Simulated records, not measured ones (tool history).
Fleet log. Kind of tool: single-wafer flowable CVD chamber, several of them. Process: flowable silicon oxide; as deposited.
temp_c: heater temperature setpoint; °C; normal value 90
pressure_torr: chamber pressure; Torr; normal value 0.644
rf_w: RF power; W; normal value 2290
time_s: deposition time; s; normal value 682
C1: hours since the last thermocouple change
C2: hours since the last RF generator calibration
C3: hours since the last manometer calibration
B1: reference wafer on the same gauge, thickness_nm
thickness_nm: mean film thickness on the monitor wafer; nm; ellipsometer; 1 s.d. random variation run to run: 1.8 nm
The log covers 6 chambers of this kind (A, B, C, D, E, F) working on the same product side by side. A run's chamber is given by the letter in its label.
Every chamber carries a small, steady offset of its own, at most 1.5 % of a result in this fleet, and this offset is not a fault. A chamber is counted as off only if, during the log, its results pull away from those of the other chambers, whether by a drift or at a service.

run 1F hour=6.8 | temp_c=90 pressure_torr=0.644 rf_w=2290 time_s=682 | C1=681.6 C2=1013.3 C3=265.1 | B1=391.84 | thickness_nm=435.60
run 2D hour=20.0 | temp_c=90 pressure_torr=0.644 rf_w=2290 time_s=682 | C1=875.8 C2=2566.7 C3=451.0 | B1=391.89 | thickness_nm=435.83
run 3B hour=30.6 | temp_c=90 pressure_torr=0.644 rf_w=2290 time_s=682 | C1=1083.7 C2=717.7 C3=2298.0 | B1=391.69 | thickness_nm=448.68
run 4E hour=40.9 | temp_c=90 pressure_torr=0.644 rf_w=2290 time_s=682 | C1=328.5 C2=1035.5 C3=203.5 | B1=392.01 | thickness_nm=438.52
run 5C hour=47.5 | temp_c=90 pressure_torr=0.644 rf_w=2290 time_s=682 | C1=161.4 C2=598.3 C3=294.1 | B1=391.93 | thickness_nm=437.16
run 6A hour=56.8 | temp_c=90 pressure_torr=0.644 rf_w=2290 time_s=682 | C1=1202.9 C2=179.2 C3=1899.8 | B1=391.75 | thickness_nm=440.54
run 7E hour=65.8 | temp_c=90 pressure_torr=0.644 rf_w=2290 time_s=682 | C1=353.4 C2=1060.4 C3=228.4 | B1=391.60 | thickness_nm=436.81
run 8C hour=74.7 | temp_c=76 pressure_torr=0.773 rf_w=2290 time_s=682 | C1=188.6 C2=625.5 C3=321.3 | B1=391.46 | thickness_nm=833.13
run 9D hour=88.7 | temp_c=76 pressure_torr=0.773 rf_w=2290 time_s=682 | C1=944.5 C2=2635.4 C3=519.7 | B1=391.82 | thickness_nm=837.19
run 10F hour=97.5 | temp_c=76 pressure_torr=0.773 rf_w=2290 time_s=682 | C1=772.3 C2=1104.0 C3=355.8 | B1=391.75 | thickness_nm=840.69
run 11A hour=107.1 | temp_c=76 pressure_torr=0.773 rf_w=2290 time_s=682 | C1=1253.2 C2=229.5 C3=1950.1 | B1=391.82 | thickness_nm=830.35
run 12B hour=119.7 | temp_c=76 pressure_torr=0.773 rf_w=2290 time_s=682 | C1=1172.8 C2=806.8 C3=2387.1 | B1=392.18 | thickness_nm=849.88
run 13E hour=129.5 | temp_c=76 pressure_torr=0.773 rf_w=2290 time_s=682 | C1=417.1 C2=1124.1 C3=292.1 | B1=391.93 | thickness_nm=844.66
run 14B hour=137.4 | temp_c=90 pressure_torr=0.644 rf_w=2290 time_s=682 | C1=1190.5 C2=824.5 C3=2404.8 | B1=392.44 | thickness_nm=447.57
-- hour=146.7 chamber D: RF generator calibrated
run 15A hour=147.8 | temp_c=82 pressure_torr=0.644 rf_w=2290 time_s=603 | C1=1293.9 C2=270.2 C3=1990.8 | B1=391.54 | thickness_nm=490.91
run 16C hour=156.1 | temp_c=82 pressure_torr=0.644 rf_w=2290 time_s=603 | C1=270.0 C2=706.9 C3=402.7 | B1=391.73 | thickness_nm=491.95
run 17F hour=167.2 | temp_c=82 pressure_torr=0.644 rf_w=2290 time_s=603 | C1=842.0 C2=1173.7 C3=425.5 | B1=392.09 | thickness_nm=496.22
-- hour=169.6 chamber E: RF generator calibrated
run 18D hour=180.9 | temp_c=82 pressure_torr=0.644 rf_w=2290 time_s=603 | C1=1036.7 C2=34.3 C3=611.9 | B1=392.00 | thickness_nm=489.81
run 19D hour=189.4 | temp_c=82 pressure_torr=0.644 rf_w=2290 time_s=603 | C1=1045.2 C2=42.8 C3=620.4 | B1=391.81 | thickness_nm=491.54
run 20E hour=197.1 | temp_c=82 pressure_torr=0.644 rf_w=2290 time_s=603 | C1=484.7 C2=27.6 C3=359.7 | B1=391.90 | thickness_nm=499.71
run 21B hour=203.7 | temp_c=90 pressure_torr=0.644 rf_w=2290 time_s=682 | C1=1256.8 C2=890.8 C3=2471.1 | B1=392.42 | thickness_nm=447.70
run 22A hour=215.6 | temp_c=90 pressure_torr=0.644 rf_w=2290 time_s=682 | C1=1361.7 C2=338.0 C3=2058.6 | B1=392.27 | thickness_nm=436.89
run 23F hour=225.5 | temp_c=90 pressure_torr=0.644 rf_w=2290 time_s=682 | C1=900.3 C2=1232.0 C3=483.8 | B1=391.73 | thickness_nm=437.18
-- hour=234.3 chamber B: capacitance manometer re-zeroed and calibrated
run 24C hour=236.7 | temp_c=90 pressure_torr=0.644 rf_w=2290 time_s=682 | C1=350.6 C2=787.5 C3=483.3 | B1=392.28 | thickness_nm=437.88
run 25C hour=245.9 | temp_c=90 pressure_torr=0.644 rf_w=2290 time_s=682 | C1=359.8 C2=796.7 C3=492.5 | B1=391.79 | thickness_nm=438.65
run 26A hour=259.5 | temp_c=90 pressure_torr=0.644 rf_w=2290 time_s=682 | C1=1405.6 C2=381.9 C3=2102.5 | B1=391.98 | thickness_nm=438.95
run 27F hour=271.8 | temp_c=90 pressure_torr=0.644 rf_w=2290 time_s=682 | C1=946.6 C2=1278.3 C3=530.1 | B1=392.45 | thickness_nm=436.96
run 28B hour=280.3 | temp_c=104 pressure_torr=0.644 rf_w=2510 time_s=682 | C1=1333.4 C2=967.4 C3=46.1 | B1=391.64 | thickness_nm=280.77
run 29D hour=292.0 | temp_c=104 pressure_torr=0.644 rf_w=2510 time_s=682 | C1=1147.8 C2=145.4 C3=723.0 | B1=392.34 | thickness_nm=278.28
run 30E hour=298.4 | temp_c=104 pressure_torr=0.644 rf_w=2510 time_s=682 | C1=586.0 C2=128.9 C3=461.0 | B1=391.66 | thickness_nm=290.58
run 31E hour=308.4 | temp_c=104 pressure_torr=0.644 rf_w=2510 time_s=682 | C1=596.0 C2=138.9 C3=471.0 | B1=391.99 | thickness_nm=291.04
run 32F hour=321.3 | temp_c=104 pressure_torr=0.644 rf_w=2510 time_s=682 | C1=996.1 C2=1327.8 C3=579.6 | B1=392.01 | thickness_nm=276.13
run 33B hour=329.1 | temp_c=104 pressure_torr=0.644 rf_w=2510 time_s=682 | C1=1382.2 C2=1016.2 C3=94.9 | B1=392.12 | thickness_nm=281.08
run 34C hour=337.3 | temp_c=90 pressure_torr=0.644 rf_w=2290 time_s=682 | C1=451.2 C2=888.1 C3=583.9 | B1=391.98 | thickness_nm=438.86
run 35A hour=345.7 | temp_c=90 pressure_torr=0.644 rf_w=2290 time_s=682 | C1=1491.8 C2=468.1 C3=2188.7 | B1=392.02 | thickness_nm=438.48
run 36D hour=357.5 | temp_c=101 pressure_torr=0.644 rf_w=2290 time_s=682 | C1=1213.3 C2=210.9 C3=788.5 | B1=391.92 | thickness_nm=304.27
run 37F hour=366.3 | temp_c=101 pressure_torr=0.644 rf_w=2290 time_s=682 | C1=1041.1 C2=1372.8 C3=624.6 | B1=391.78 | thickness_nm=302.87
run 38E hour=378.3 | temp_c=101 pressure_torr=0.644 rf_w=2290 time_s=682 | C1=665.9 C2=208.8 C3=540.9 | B1=392.30 | thickness_nm=323.70
run 39C hour=387.4 | temp_c=101 pressure_torr=0.644 rf_w=2290 time_s=682 | C1=501.3 C2=938.2 C3=634.0 | B1=392.43 | thickness_nm=305.46
run 40A hour=393.9 | temp_c=101 pressure_torr=0.644 rf_w=2290 time_s=682 | C1=1540.0 C2=516.3 C3=2236.9 | B1=392.13 | thickness_nm=305.78
run 41D hour=406.0 | temp_c=101 pressure_torr=0.644 rf_w=2290 time_s=682 | C1=1261.8 C2=259.4 C3=837.0 | B1=392.03 | thickness_nm=302.37
run 42B hour=414.0 | temp_c=90 pressure_torr=0.644 rf_w=2290 time_s=682 | C1=1467.1 C2=1101.1 C3=179.8 | B1=391.92 | thickness_nm=444.44
run 43E hour=426.1 | temp_c=90 pressure_torr=0.644 rf_w=2290 time_s=682 | C1=713.7 C2=256.6 C3=588.7 | B1=392.34 | thickness_nm=467.03
run 44C hour=437.7 | temp_c=90 pressure_torr=0.644 rf_w=2290 time_s=682 | C1=551.6 C2=988.5 C3=684.3 | B1=392.14 | thickness_nm=437.42

Is one chamber off against the others, does the gauge drift, or is nothing wrong? If a chamber is off, say which, and what the likeliest cause is.

Little by little, chamber E moves away from the other chambers.
Cause: wafer temperature below the value expected at the setpoint (K) = 2.03.
The log may not tell that from: true pressure above the setpoint (%).

Chamber E could run next with any of the 4 candidate recipes listed below; each alters the usual settings, and their results appear as question marks. Which one brings its results back in line with what the other chambers deliver on the usual settings?
A result is in line if it is within this distance of the other chambers' mean on the usual settings: thickness_nm 6.30 nm
run 45E-1 hour=447.9 | temp_c=90 pressure_torr=0.644 rf_w=2290 time_s=753 | thickness_nm=?
run 45E-2 hour=447.9 | temp_c=92 pressure_torr=0.628 rf_w=2285 time_s=674 | thickness_nm=?
run 45E-3 hour=447.9 | temp_c=90 pressure_torr=0.663 rf_w=2295 time_s=691 | thickness_nm=?
run 45E-4 hour=447.9 | temp_c=90 pressure_torr=0.619 rf_w=2285 time_s=682 | thickness_nm=?

The mean the other chambers reach with the usual settings: thickness_nm 439.63 nm
run=45E-1 thickness_nm=514.16
run=45E-2 thickness_nm=418.84
run=45E-3 thickness_nm=491.86
run=45E-4 thickness_nm=440.07
The right change is 45E-4: it brings the chamber back within the allowed miss of the others.
